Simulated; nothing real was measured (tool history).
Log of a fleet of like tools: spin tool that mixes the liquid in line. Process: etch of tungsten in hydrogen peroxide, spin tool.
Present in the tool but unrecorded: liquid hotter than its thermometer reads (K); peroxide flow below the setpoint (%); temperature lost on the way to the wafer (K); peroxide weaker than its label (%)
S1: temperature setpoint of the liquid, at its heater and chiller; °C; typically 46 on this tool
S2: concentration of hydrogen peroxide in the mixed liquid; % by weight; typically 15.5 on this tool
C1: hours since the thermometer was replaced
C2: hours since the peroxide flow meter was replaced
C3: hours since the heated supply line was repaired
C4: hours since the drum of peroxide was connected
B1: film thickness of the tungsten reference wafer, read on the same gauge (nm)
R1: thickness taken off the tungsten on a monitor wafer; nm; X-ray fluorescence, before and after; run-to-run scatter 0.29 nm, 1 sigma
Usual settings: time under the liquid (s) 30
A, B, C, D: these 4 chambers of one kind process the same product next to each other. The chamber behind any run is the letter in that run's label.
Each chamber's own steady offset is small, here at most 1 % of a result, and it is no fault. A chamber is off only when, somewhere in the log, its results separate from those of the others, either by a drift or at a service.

{"run": "1C", "hour": 3.1, "S1": 46, "S2": 15.5, "time under the liquid (s)": 30, "C1": 710.7, "C2": 233.8, "C3": 625, "C4": 336.6, "B1": 49.999, "R1": 33.07}
{"run": "2D", "hour": 5.9, "S1": 46, "S2": 15.5, "time under the liquid (s)": 30, "C1": 101.6, "C2": 409.3, "C3": 3540.4, "C4": 1231.1, "B1": 50.029, "R1": 32.646}
{"run": "3A", "hour": 8.7, "S1": 46, "S2": 15.5, "time under the liquid (s)": 30, "C1": 1534.7, "C2": 981.3, "C3": 2169.9, "C4": 312.2, "B1": 49.999, "R1": 32.839}
{"run": "4B", "hour": 12.8, "S1": 46, "S2": 15.5, "time under the liquid (s)": 30, "C1": 876.9, "C2": 2489.2, "C3": 1165.7, "C4": 433.6, "B1": 50.029, "R1": 32.432}
{"hour": 14.1, "done": "chamber A: thermometer replaced"}
{"hour": 16.4, "done": "chamber D: heated supply line repaired"}
{"run": "5A", "hour": 16.7, "S1": 46, "S2": 15.5, "time under the liquid (s)": 30, "C1": 2.6, "C2": 989.3, "C3": 2177.9, "C4": 320.2, "B1": 49.997, "R1": 32.73}
{"run": "6D", "hour": 20.0, "S1": 46, "S2": 15.5, "time under the liquid (s)": 30, "C1": 115.7, "C2": 423.4, "C3": 3.6, "C4": 1245.2, "B1": 50, "R1": 33.001}
{"run": "7C", "hour": 24.0, "S1": 46, "S2": 15.5, "time under the liquid (s)": 30, "C1": 731.6, "C2": 254.7, "C3": 645.9, "C4": 357.5, "B1": 50.004, "R1": 33.019}
{"run": "8B", "hour": 28.4, "S1": 46, "S2": 12, "time under the liquid (s)": 40, "C1": 892.5, "C2": 2504.8, "C3": 1181.3, "C4": 449.2, "B1": 49.998, "R1": 37.472}
{"run": "9A", "hour": 32.3, "S1": 46, "S2": 12, "time under the liquid (s)": 40, "C1": 18.2, "C2": 1004.9, "C3": 2193.5, "C4": 335.8, "B1": 50.005, "R1": 37.864}
{"run": "10B", "hour": 35.7, "S1": 46, "S2": 12, "time under the liquid (s)": 40, "C1": 899.8, "C2": 2512.1, "C3": 1188.6, "C4": 456.5, "B1": 49.994, "R1": 38.218}
{"run": "11C", "hour": 39.6, "S1": 46, "S2": 12, "time under the liquid (s)": 40, "C1": 747.2, "C2": 270.3, "C3": 661.5, "C4": 373.1, "B1": 49.972, "R1": 39.398}
{"run": "12D", "hour": 42.8, "S1": 43, "S2": 18.5, "time under the liquid (s)": 30, "C1": 138.5, "C2": 446.2, "C3": 26.4, "C4": 1268, "B1": 49.983, "R1": 29.795}
{"hour": 45.5, "done": "chamber D: new drum of peroxide connected"}
{"run": "13B", "hour": 47.1, "S1": 43, "S2": 18.5, "time under the liquid (s)": 30, "C1": 911.2, "C2": 2523.5, "C3": 1200, "C4": 467.9, "B1": 49.994, "R1": 29.075}
{"run": "14C", "hour": 50.9, "S1": 43, "S2": 18.5, "time under the liquid (s)": 30, "C1": 758.5, "C2": 281.6, "C3": 672.8, "C4": 384.4, "B1": 50.013, "R1": 30.001}
{"run": "15A", "hour": 54.6, "S1": 43, "S2": 18.5, "time under the liquid (s)": 30, "C1": 40.5, "C2": 1027.2, "C3": 2215.8, "C4": 358.1, "B1": 50.026, "R1": 29.853}
{"run": "16D", "hour": 57.9, "S1": 49.5, "S2": 15.5, "time under the liquid (s)": 45, "C1": 153.6, "C2": 461.3, "C3": 41.5, "C4": 12.4, "B1": 49.993, "R1": 61.242}
{"run": "17B", "hour": 61.0, "S1": 49.5, "S2": 15.5, "time under the liquid (s)": 45, "C1": 925.1, "C2": 2537.4, "C3": 1213.9, "C4": 481.8, "B1": 49.997, "R1": 59.373}
{"run": "18C", "hour": 65.0, "S1": 49.5, "S2": 15.5, "time under the liquid (s)": 45, "C1": 772.6, "C2": 295.7, "C3": 686.9, "C4": 398.5, "B1": 50.002, "R1": 61.578}
{"run": "19D", "hour": 68.0, "S1": 49.5, "S2": 15.5, "time under the liquid (s)": 45, "C1": 163.7, "C2": 471.4, "C3": 51.6, "C4": 22.5, "B1": 49.969, "R1": 61.278}
{"hour": 71.3, "done": "chamber D: peroxide flow meter replaced"}
{"run": "20A", "hour": 71.3, "S1": 46, "S2": 15.5, "time under the liquid (s)": 30, "C1": 57.2, "C2": 1043.9, "C3": 2232.5, "C4": 374.8, "B1": 50.017, "R1": 31.903}
{"run": "21D", "hour": 75.1, "S1": 46, "S2": 15.5, "time under the liquid (s)": 30, "C1": 170.8, "C2": 3.9, "C3": 58.7, "C4": 29.6, "B1": 49.987, "R1": 32.825}
{"run": "22A", "hour": 78.8, "S1": 46, "S2": 15.5, "time under the liquid (s)": 30, "C1": 64.7, "C2": 1051.4, "C3": 2240, "C4": 382.3, "B1": 50.01, "R1": 31.952}
{"run": "23C", "hour": 80.9, "S1": 46, "S2": 15.5, "time under the liquid (s)": 30, "C1": 788.5, "C2": 311.6, "C3": 702.8, "C4": 414.4, "B1": 50.015, "R1": 33.093}
{"run": "24B", "hour": 83.3, "S1": 46, "S2": 15.5, "time under the liquid (s)": 30, "C1": 947.4, "C2": 2559.7, "C3": 1236.2, "C4": 504.1, "B1": 49.992, "R1": 32.315}
{"run": "25D", "hour": 86.7, "S1": 46, "S2": 15.5, "time under the liquid (s)": 30, "C1": 182.4, "C2": 15.5, "C3": 70.3, "C4": 41.2, "B1": 50.02, "R1": 32.839}
{"run": "26A", "hour": 89.2, "S1": 46, "S2": 15.5, "time under the liquid (s)": 30, "C1": 75.1, "C2": 1061.8, "C3": 2250.4, "C4": 392.7, "B1": 50.022, "R1": 31.985}
{"hour": 89.3, "done": "chamber C: new drum of peroxide connected"}
{"run": "27C", "hour": 93.8, "S1": 46, "S2": 15.5, "time under the liquid (s)": 30, "C1": 801.4, "C2": 324.5, "C3": 715.7, "C4": 4.6, "B1": 49.977, "R1": 33.667}
{"run": "28B", "hour": 97.2, "S1": 46, "S2": 15.5, "time under the liquid (s)": 30, "C1": 961.3, "C2": 2573.6, "C3": 1250.1, "C4": 518, "B1": 50.002, "R1": 32.102}
{"hour": 98.8, "done": "chamber B: peroxide flow meter replaced"}
{"run": "29A", "hour": 100.8, "S1": 46, "S2": 15.5, "time under the liquid (s)": 30, "C1": 86.7, "C2": 1073.4, "C3": 2262, "C4": 404.3, "B1": 50.003, "R1": 31.353}
{"run": "30B", "hour": 103.0, "S1": 46, "S2": 15.5, "time under the liquid (s)": 30, "C1": 967.1, "C2": 4.2, "C3": 1255.9, "C4": 523.8, "B1": 49.998, "R1": 32.601}
{"run": "31D", "hour": 106.8, "S1": 46, "S2": 15.5, "time under the liquid (s)": 30, "C1": 202.5, "C2": 35.6, "C3": 90.4, "C4": 61.3, "B1": 49.987, "R1": 32.79}
{"run": "32C", "hour": 109.3, "S1": 46, "S2": 15.5, "time under the liquid (s)": 30, "C1": 816.9, "C2": 340, "C3": 731.2, "C4": 20.1, "B1": 50.019, "R1": 33.009}
{"run": "33A", "hour": 113.4, "S1": 46, "S2": 15.5, "time under the liquid (s)": 30, "C1": 99.3, "C2": 1086, "C3": 2274.6, "C4": 416.9, "B1": 50.013, "R1": 31.25}
{"run": "34B", "hour": 115.8, "S1": 46, "S2": 15.5, "time under the liquid (s)": 30, "C1": 979.9, "C2": 17, "C3": 1268.7, "C4": 536.6, "B1": 49.98, "R1": 32.711}
{"run": "35D", "hour": 118.5, "S1": 46, "S2": 15.5, "time under the liquid (s)": 30, "C1": 214.2, "C2": 47.3, "C3": 102.1, "C4": 73, "B1": 49.99, "R1": 32.996}
{"run": "36C", "hour": 121.2, "S1": 46, "S2": 15.5, "time under the liquid (s)": 30, "C1": 828.8, "C2": 351.9, "C3": 743.1, "C4": 32, "B1": 50.009, "R1": 33.237}
{"run": "37C", "hour": 123.6, "S1": 46, "S2": 15.5, "time under the liquid (s)": 30, "C1": 831.2, "C2": 354.3, "C3": 745.5, "C4": 34.4, "B1": 50.005, "R1": 32.755}
{"hour": 125.1, "done": "chamber A: new drum of peroxide connected"}
{"run": "38A", "hour": 126.8, "S1": 50.5, "S2": 15.5, "time under the liquid (s)": 30, "C1": 112.7, "C2": 1099.4, "C3": 2288, "C4": 1.7, "B1": 49.991, "R1": 41.376}
{"run": "39D", "hour": 129.3, "S1": 50.5, "S2": 15.5, "time under the liquid (s)": 30, "C1": 225, "C2": 58.1, "C3": 112.9, "C4": 83.8, "B1": 49.989, "R1": 43.562}
{"run": "40B", "hour": 133.0, "S1": 50.5, "S2": 15.5, "time under the liquid (s)": 30, "C1": 997.1, "C2": 34.2, "C3": 1285.9, "C4": 553.8, "B1": 49.984, "R1": 43.269}
{"run": "41B", "hour": 136.8, "S1": 50.5, "S2": 15.5, "time under the liquid (s)": 30, "C1": 1000.9, "C2": 38, "C3": 1289.7, "C4": 557.6, "B1": 50.022, "R1": 42.774}
{"run": "42C", "hour": 141.3, "S1": 46, "S2": 15.5, "time under the liquid (s)": 15, "C1": 848.9, "C2": 372, "C3": 763.2, "C4": 52.1, "B1": 50.002, "R1": 16.466}

Which is it: a chamber that has drifted or been left off by a service, a gauge drift common to all chambers, or only each chamber's usual small offset? If a chamber is off, name it and its likeliest cause.

Little by little, chamber A moves away from the other chambers.
Cause: temperature lost on the way to the wafer (K) = 1.2.
The log might look much the same if the cause were instead: liquid colder than its thermometer reads (K); peroxide flow below the setpoint (%).

Which of the 4 candidates below, each the usual settings with something changed and its results left as question marks, puts chamber A back in line with what the other chambers give on the usual settings?
Maximum distance from the other chambers' mean on the usual settings for a result to count as in line: R1 1 nm
{"run": "43A-1", "hour": 144.6, "S1": 46, "S2": 15, "time under the liquid (s)": 30, "R1": "?"}
{"run": "43A-2", "hour": 144.6, "S1": 45, "S2": 15.5, "time under the liquid (s)": 30, "R1": "?"}
{"run": "43A-3", "hour": 144.6, "S1": 46, "S2": 16, "time under the liquid (s)": 30, "R1": "?"}
{"run": "43A-4", "hour": 144.6, "S1": 47, "S2": 15.5, "time under the liquid (s)": 30, "R1": "?"}

Usual-settings mean across the other chambers: R1 32.824 nm
run=43A-1 R1=30.348
run=43A-2 R1=29
run=43A-3 R1=31.357
run=43A-4 R1=32.84
43A-4 is the one that brings the chamber's results back in line with the other chambers.
